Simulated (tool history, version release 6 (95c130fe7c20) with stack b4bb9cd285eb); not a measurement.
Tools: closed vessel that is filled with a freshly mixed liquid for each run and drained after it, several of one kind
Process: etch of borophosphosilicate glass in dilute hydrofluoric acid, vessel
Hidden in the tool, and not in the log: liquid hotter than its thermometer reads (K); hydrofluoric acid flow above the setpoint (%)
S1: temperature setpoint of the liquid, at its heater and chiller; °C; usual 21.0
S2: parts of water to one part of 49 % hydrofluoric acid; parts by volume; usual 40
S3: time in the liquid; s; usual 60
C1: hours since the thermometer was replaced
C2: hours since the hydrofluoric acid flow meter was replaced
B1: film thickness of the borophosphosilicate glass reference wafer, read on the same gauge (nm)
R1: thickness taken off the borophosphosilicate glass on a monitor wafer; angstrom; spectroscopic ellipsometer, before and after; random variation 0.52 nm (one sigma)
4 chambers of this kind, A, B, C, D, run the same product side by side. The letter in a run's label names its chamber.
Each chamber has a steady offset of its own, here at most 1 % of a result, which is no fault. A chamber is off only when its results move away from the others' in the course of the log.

run 1B hour=5.5 | S1=21.0 S2=40 S3=60 | C1=609.7 C2=1248.5 | B1=49.983 | R1=859.92
-- hour=6.6 chamber D: thermometer replaced
run 2D hour=10.7 | S1=21.0 S2=40 S3=60 | C1=4.2 C2=225.8 | B1=50.013 | R1=872.64
run 3A hour=16.5 | S1=21.0 S2=40 S3=60 | C1=304.4 C2=2286.8 | B1=49.974 | R1=854.80
run 4C hour=21.1 | S1=21.0 S2=40 S3=60 | C1=1368.2 C2=674.0 | B1=49.996 | R1=871.17
run 5D hour=26.8 | S1=21.0 S2=20 S3=35 | C1=20.3 C2=241.9 | B1=49.960 | R1=1022.70
run 6A hour=30.3 | S1=21.0 S2=20 S3=35 | C1=318.2 C2=2300.6 | B1=49.979 | R1=1032.90
run 7C hour=33.9 | S1=21.0 S2=20 S3=35 | C1=1381.0 C2=686.8 | B1=49.993 | R1=1049.20
run 8B hour=38.5 | S1=21.0 S2=20 S3=35 | C1=642.7 C2=1281.5 | B1=50.041 | R1=1026.80
run 9D hour=41.6 | S1=21.0 S2=40 S3=60 | C1=35.1 C2=256.7 | B1=49.970 | R1=878.62
run 10B hour=44.5 | S1=21.0 S2=40 S3=60 | C1=648.7 C2=1287.5 | B1=49.966 | R1=860.21
run 11C hour=49.3 | S1=21.0 S2=40 S3=60 | C1=1396.4 C2=702.2 | B1=49.974 | R1=872.23
run 12A hour=54.1 | S1=21.0 S2=25 S3=95 | C1=342.0 C2=2324.4 | B1=50.007 | R1=2230.10
run 13D hour=57.1 | S1=21.0 S2=25 S3=95 | C1=50.6 C2=272.2 | B1=49.987 | R1=2207.90
run 14A hour=60.8 | S1=21.0 S2=25 S3=95 | C1=348.7 C2=2331.1 | B1=50.042 | R1=2252.00
run 15B hour=63.8 | S1=21.0 S2=25 S3=95 | C1=668.0 C2=1306.8 | B1=49.977 | R1=2214.10
run 16C hour=67.1 | S1=21.0 S2=55 S3=60 | C1=1414.2 C2=720.0 | B1=49.991 | R1=624.51
run 17D hour=71.8 | S1=21.0 S2=55 S3=60 | C1=65.3 C2=286.9 | B1=49.987 | R1=626.49
run 18A hour=78.4 | S1=21.0 S2=55 S3=60 | C1=366.3 C2=2348.7 | B1=49.982 | R1=608.73
run 19C hour=82.0 | S1=21.0 S2=55 S3=60 | C1=1429.1 C2=734.9 | B1=49.998 | R1=630.56
run 20B hour=88.8 | S1=21.0 S2=40 S3=60 | C1=693.0 C2=1331.8 | B1=50.003 | R1=854.80
run 21C hour=94.6 | S1=19.0 S2=40 S3=30 | C1=1441.7 C2=747.5 | B1=50.036 | R1=407.01
run 22B hour=100.8 | S1=19.0 S2=40 S3=30 | C1=705.0 C2=1343.8 | B1=50.001 | R1=390.52
run 23A hour=104.0 | S1=19.0 S2=40 S3=30 | C1=391.9 C2=2374.3 | B1=50.004 | R1=393.00
run 24D hour=107.9 | S1=19.0 S2=40 S3=30 | C1=101.4 C2=323.0 | B1=50.013 | R1=398.96
run 25D hour=110.8 | S1=21.0 S2=40 S3=60 | C1=104.3 C2=325.9 | B1=49.999 | R1=879.06
run 26B hour=115.9 | S1=21.0 S2=40 S3=60 | C1=720.1 C2=1358.9 | B1=49.975 | R1=862.72
run 27A hour=119.7 | S1=21.0 S2=40 S3=60 | C1=407.6 C2=2390.0 | B1=50.009 | R1=857.35
run 28C hour=123.0 | S1=21.0 S2=40 S3=60 | C1=1470.1 C2=775.9 | B1=49.972 | R1=888.91
run 29C hour=127.9 | S1=21.0 S2=40 S3=60 | C1=1475.0 C2=780.8 | B1=50.008 | R1=892.99
run 30D hour=132.8 | S1=24.5 S2=50 S3=60 | C1=126.3 C2=347.9 | B1=49.970 | R1=802.83
run 31B hour=136.4 | S1=24.5 S2=50 S3=60 | C1=740.6 C2=1379.4 | B1=49.963 | R1=790.79
run 32A hour=139.6 | S1=24.5 S2=50 S3=60 | C1=427.5 C2=2409.9 | B1=50.002 | R1=793.25
run 33B hour=144.5 | S1=24.5 S2=50 S3=60 | C1=748.7 C2=1387.5 | B1=50.026 | R1=785.36
run 34D hour=150.7 | S1=21.0 S2=40 S3=60 | C1=144.2 C2=365.8 | B1=50.027 | R1=872.61
run 35C hour=156.4 | S1=21.0 S2=40 S3=60 | C1=1503.5 C2=809.3 | B1=50.006 | R1=908.28
run 36A hour=161.9 | S1=21.0 S2=40 S3=60 | C1=449.8 C2=2432.2 | B1=50.000 | R1=860.01
run 37B hour=165.7 | S1=21.0 S2=40 S3=60 | C1=769.9 C2=1408.7 | B1=50.001 | R1=857.31

All 4 chambers run these settings next. Forecast each chamber's results:
run 38A hour=170.6 | S1=21.0 S2=25 S3=60 | R1=?
run 38B hour=170.6 | S1=21.0 S2=25 S3=60 | R1=?
run 38C hour=170.6 | S1=21.0 S2=25 S3=60 | R1=?
run 38D hour=170.6 | S1=21.0 S2=25 S3=60 | R1=?

run=38A R1=1405.00
run=38B R1=1392.20
run=38C R1=1467.60
run=38D R1=1399.60

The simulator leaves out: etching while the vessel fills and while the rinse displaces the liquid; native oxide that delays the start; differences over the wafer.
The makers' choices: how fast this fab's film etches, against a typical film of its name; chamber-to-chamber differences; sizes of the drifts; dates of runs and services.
